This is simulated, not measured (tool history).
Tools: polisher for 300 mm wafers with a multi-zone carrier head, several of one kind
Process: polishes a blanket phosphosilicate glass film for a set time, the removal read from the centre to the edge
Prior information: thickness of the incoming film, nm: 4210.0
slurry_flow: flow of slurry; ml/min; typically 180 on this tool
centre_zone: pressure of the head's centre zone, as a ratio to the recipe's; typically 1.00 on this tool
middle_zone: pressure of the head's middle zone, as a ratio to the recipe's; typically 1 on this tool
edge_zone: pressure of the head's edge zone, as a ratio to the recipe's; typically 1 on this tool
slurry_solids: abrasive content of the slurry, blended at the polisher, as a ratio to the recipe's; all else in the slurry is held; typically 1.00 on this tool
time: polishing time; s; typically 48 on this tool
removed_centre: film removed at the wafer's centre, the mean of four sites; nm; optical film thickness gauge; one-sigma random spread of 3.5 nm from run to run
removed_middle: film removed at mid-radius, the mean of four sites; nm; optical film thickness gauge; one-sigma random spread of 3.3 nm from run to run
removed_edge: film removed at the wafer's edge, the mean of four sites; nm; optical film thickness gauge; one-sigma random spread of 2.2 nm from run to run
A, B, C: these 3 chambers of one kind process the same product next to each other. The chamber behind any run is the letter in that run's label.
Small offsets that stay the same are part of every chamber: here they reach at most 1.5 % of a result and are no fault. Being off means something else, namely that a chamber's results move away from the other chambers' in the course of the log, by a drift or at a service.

| run | hour | slurry_flow | centre_zone | middle_zone | edge_zone | slurry_solids | time | wafers polished on this pad | hours since the slurry nozzle was cleaned | hours since the centre zone pressure was calibrated | hours since the edge zone pressure was calibrated | removed_centre | removed_middle | removed_edge |
|---|---|---|---|---|---|---|---|---|---|---|---|---|---|---|
| 1A | 9.1 | 180 | 1.00 | 1 | 1 | 1.00 | 48 | 386 | 703.8 | 515.2 | 25.1 | 257.93 | 258.44 | 255.27 |
| 2C | 16.9 | 180 | 1.00 | 1 | 1 | 1.00 | 48 | 446 | 107.4 | 877.2 | 172.0 | 253.93 | 255.02 | 258.11 |
| 3B | 24.4 | 180 | 1.00 | 1 | 1 | 1.00 | 48 | 248 | 266.8 | 343.3 | 543.3 | 256.05 | 263.07 | 255.55 |
| 4A | 33.5 | 180 | 1.00 | 1 | 1 | 1.00 | 48 | 608 | 728.2 | 539.6 | 49.5 | 254.79 | 265.32 | 254.17 |
| 5B | 39.6 | 180 | 1.00 | 1 | 1 | 1.00 | 48 | 386 | 282.0 | 358.5 | 558.5 | 258.92 | 262.55 | 257.04 |
|  | 42.8 | chamber C: worn pad replaced by a new one |
| 6C | 47.0 | 180 | 1.00 | 1 | 1 | 1.00 | 48 | 38 | 137.5 | 907.3 | 202.1 | 255.83 | 254.29 | 256.99 |
| 7A | 56.9 | 180 | 1.00 | 1 | 1 | 1.00 | 48 | 821 | 751.6 | 563.0 | 72.9 | 263.69 | 257.92 | 256.64 |
| 8C | 65.1 | 180 | 1.00 | 1 | 1 | 1.00 | 48 | 203 | 155.6 | 925.4 | 220.2 | 257.51 | 259.78 | 254.84 |
| 9B | 75.3 | 180 | 1.00 | 1 | 1 | 0.75 | 48 | 711 | 317.7 | 394.2 | 594.2 | 223.43 | 227.44 | 221.14 |
| 10B | 82.9 | 180 | 1.00 | 1 | 1 | 0.75 | 48 | 780 | 325.3 | 401.8 | 601.8 | 220.56 | 225.32 | 220.54 |
|  | 86.1 | chamber A: slurry nozzle cleaned |
| 11A | 87.7 | 180 | 1.00 | 1 | 1 | 0.75 | 48 | 1101 | 1.6 | 593.8 | 103.7 | 226.15 | 224.78 | 218.44 |
|  | 92.4 | chamber B: slurry nozzle cleaned |
| 12C | 97.8 | 180 | 1.00 | 1 | 1 | 1.00 | 48 | 500 | 188.3 | 958.1 | 252.9 | 261.66 | 257.40 | 257.44 |
|  | 100.4 | chamber B: edge zone pressure recalibrated |
| 13B | 104.2 | 180 | 1.00 | 1 | 1 | 1.00 | 48 | 974 | 11.8 | 423.1 | 3.8 | 262.92 | 259.73 | 257.27 |
|  | 108.9 | chamber C: worn pad replaced by a new one |
|  | 110.8 | chamber C: centre zone pressure recalibrated |
| 14A | 112.8 | 180 | 1.00 | 1 | 1 | 1.00 | 48 | 1330 | 26.7 | 618.9 | 128.8 | 260.28 | 256.78 | 256.96 |
| 15C | 121.8 | 180 | 1.00 | 1 | 1 | 1.00 | 42 | 117 | 212.3 | 11.0 | 276.9 | 207.55 | 227.94 | 226.99 |
|  | 126.2 | chamber B: worn pad replaced by a new one |
| 16C | 127.1 | 180 | 1.00 | 1 | 1 | 1.00 | 42 | 165 | 217.6 | 16.3 | 282.2 | 205.74 | 225.88 | 227.66 |
| 17A | 132.0 | 180 | 1.00 | 1 | 1 | 1.00 | 42 | 1505 | 45.9 | 638.1 | 148.0 | 228.60 | 222.90 | 223.43 |
| 18B | 139.2 | 180 | 1.00 | 1 | 1 | 1.00 | 48 | 118 | 46.8 | 458.1 | 38.8 | 254.59 | 262.41 | 256.88 |
| 19B | 148.2 | 180 | 0.93 | 1 | 1 | 1.00 | 48 | 200 | 55.8 | 467.1 | 47.8 | 234.94 | 262.30 | 257.42 |
|  | 151.6 | chamber A: worn pad replaced by a new one |
| 20C | 153.7 | 180 | 0.93 | 1 | 1 | 1.00 | 48 | 407 | 244.2 | 42.9 | 308.8 | 217.80 | 260.47 | 261.64 |
| 21A | 162.7 | 180 | 0.93 | 1 | 1 | 1.00 | 48 | 101 | 76.6 | 668.8 | 178.7 | 240.10 | 261.53 | 255.41 |
|  | 168.6 | chamber C: worn pad replaced by a new one |
| 22C | 169.4 | 180 | 1.00 | 1 | 1 | 1.00 | 48 | 8 | 259.9 | 58.6 | 324.5 | 233.96 | 257.28 | 259.68 |
| 23A | 174.2 | 180 | 1.00 | 1 | 1 | 1.00 | 48 | 206 | 88.1 | 680.3 | 190.2 | 251.48 | 262.87 | 252.05 |
| 24B | 182.3 | 180 | 1.00 | 1 | 1 | 1.00 | 48 | 510 | 89.9 | 501.2 | 81.9 | 262.55 | 260.54 | 255.85 |
| 25C | 188.9 | 180 | 1.00 | 1 | 1 | 1.00 | 48 | 185 | 279.4 | 78.1 | 344.0 | 234.47 | 259.51 | 258.89 |
| 26A | 194.5 | 180 | 1.00 | 1 | 1 | 1.00 | 48 | 391 | 108.4 | 700.6 | 210.5 | 253.31 | 257.29 | 251.07 |
| 27B | 201.5 | 180 | 1.00 | 1 | 1 | 1.00 | 48 | 685 | 109.1 | 520.4 | 101.1 | 257.40 | 263.98 | 260.12 |

Read the log: is a single chamber off, either drifting away or since a service, is the gauge that measures every chamber drifting, or is nothing wrong beyond small per-chamber offsets? Name any odd chamber and what most likely caused it.

Chamber C came out of a service off from its peers and stayed that way.
What lies behind it: centre zone's pressure below its setpoint, % = 7.97.

Here are 4 candidates for chamber C's next run, each the usual settings with a change, their results left as question marks. Which one brings its results back in line with what the others give on the usual settings?
Maximum distance from the other chambers' mean on the usual settings for a result to count as in line: removed_centre 12.00 nm; removed_middle 12.00 nm; removed_edge 7.70 nm
| 28C-1 | 208.8 | 175 | 0.92 | 1.01 | 1.03 | 1.00 | 48 |  |  |  |  | ? | ? | ? |
| 28C-2 | 208.8 | 185 | 1.08 | 0.99 | 0.97 | 1.00 | 48 |  |  |  |  | ? | ? | ? |
| 28C-3 | 208.8 | 195 | 1.17 | 0.98 | 0.94 | 1.00 | 49 |  |  |  |  | ? | ? | ? |
| 28C-4 | 208.8 | 165 | 0.85 | 1.02 | 1.06 | 1.00 | 47 |  |  |  |  | ? | ? | ? |

On the usual settings, the other chambers give on average: removed_centre 258.41 nm; removed_middle 260.06 nm; removed_edge 257.57 nm
| run | removed_centre | removed_middle | removed_edge |
|---|---|---|---|
| 28C-1 | 209.96 | 260.83 | 261.07 |
| 28C-2 | 253.50 | 258.10 | 254.66 |
| 28C-3 | 285.10 | 262.97 | 257.32 |
| 28C-4 | 185.92 | 255.30 | 257.71 |
The right change is 28C-2: it brings the chamber back within the allowed miss of the others.
